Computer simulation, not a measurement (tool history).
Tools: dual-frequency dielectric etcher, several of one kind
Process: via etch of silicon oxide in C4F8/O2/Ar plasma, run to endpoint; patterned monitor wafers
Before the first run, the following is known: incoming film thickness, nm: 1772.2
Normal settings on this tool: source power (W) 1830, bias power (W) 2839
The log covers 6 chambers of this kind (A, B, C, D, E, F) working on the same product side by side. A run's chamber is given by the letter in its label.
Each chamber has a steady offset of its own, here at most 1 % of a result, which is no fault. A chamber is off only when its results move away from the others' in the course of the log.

run   hour  source power (W)  bias power (W)  endpoint time (s)
 1E    5.6              1830            2839             325.87
       5.7  -- chamber C: bias power generator calibrated
 2F   10.8              1830            2839             325.67
 3B     17              1830            2839             328.53
 4A   22.8              1830            2839             323.97
      24.4  -- chamber B: wet clean of the chamber
 5C   29.2              1830            2839             324.76
      33.6  -- chamber E: bias power generator calibrated
 6D   34.8              1830            2839             329.34
 7A   39.6              1830            2839             324.01
 8C   45.3              1830            2839             325.09
 9D   48.9              1830            2839             326.22
10B   54.1              1500            2596              366.1
11F   60.3              1500            2596             365.88
12E   65.5              1500            2596             360.82
13A   72.9              1500            2596             358.55
14E   78.5              1500            2596                362
        81  -- chamber B: source power generator calibrated
15D   83.7              1500            2596             360.12
16C   89.5              1830            2839             326.95
17B   96.3              1830            2839             326.96
18F  100.6              1830            2839             322.04
19D  106.1              1830            2839             324.26
20F  113.7              1830            2839             325.79
21A    121              1830            2839             323.16
22B  126.2              1830            2839             327.61
23C  130.5              1830            2839             327.74
24E  138.2              1830            2839              328.3
25C  144.5              1490            2537             361.19
26E  151.6              1490            2537              364.4
27F  155.3              1490            2537             368.47
28A  159.7              1490            2537             357.75
29B  163.3              1490            2537             370.48
30D  170.8              1490            2537             370.83
31B  178.1              1380            2313             383.67
32C  184.9              1380            2313             385.48
33E  188.6              1380            2313             385.81
34F  195.1              1380            2313                389
35D  202.9              1380            2313             389.23
36A    209              1380            2313             375.86
37E  215.6              1830            2839             326.71
38A  222.6              1830            2839             316.43
39F  229.7              1830            2839             323.26
40B    234              1830            2839             328.63
41C  238.5              1830            2839             328.53

Does one chamber stand apart from the rest, does the shared gauge drift, or is all well apart from small per-chamber offsets? Give the chamber and the most likely cause, where there is one.

Chamber A drifts away from the others.
Cause: etch rate over this chamber's usual, % = 3.92.

Which of the 4 candidates below, each the usual settings with something changed and its results left as question marks, puts chamber A back in line with what the other chambers give on the usual settings?
Allowed miss from the other chambers' usual-settings mean, per result, to count as in line: endpoint time (s) 6.5
42A-1  244.1              1470            2839                  ?
42A-2  244.1              1640            2839                  ?
42A-3  244.1              1830            3218                  ?
42A-4  244.1              2280            2839                  ?

The mean the other chambers reach with the usual settings: endpoint time (s) 326.28
  run  endpoint time (s)
42A-1             341.31
42A-2             327.18
42A-3             301.64
42A-4             287.83
42A-2 brings the chamber back in line.

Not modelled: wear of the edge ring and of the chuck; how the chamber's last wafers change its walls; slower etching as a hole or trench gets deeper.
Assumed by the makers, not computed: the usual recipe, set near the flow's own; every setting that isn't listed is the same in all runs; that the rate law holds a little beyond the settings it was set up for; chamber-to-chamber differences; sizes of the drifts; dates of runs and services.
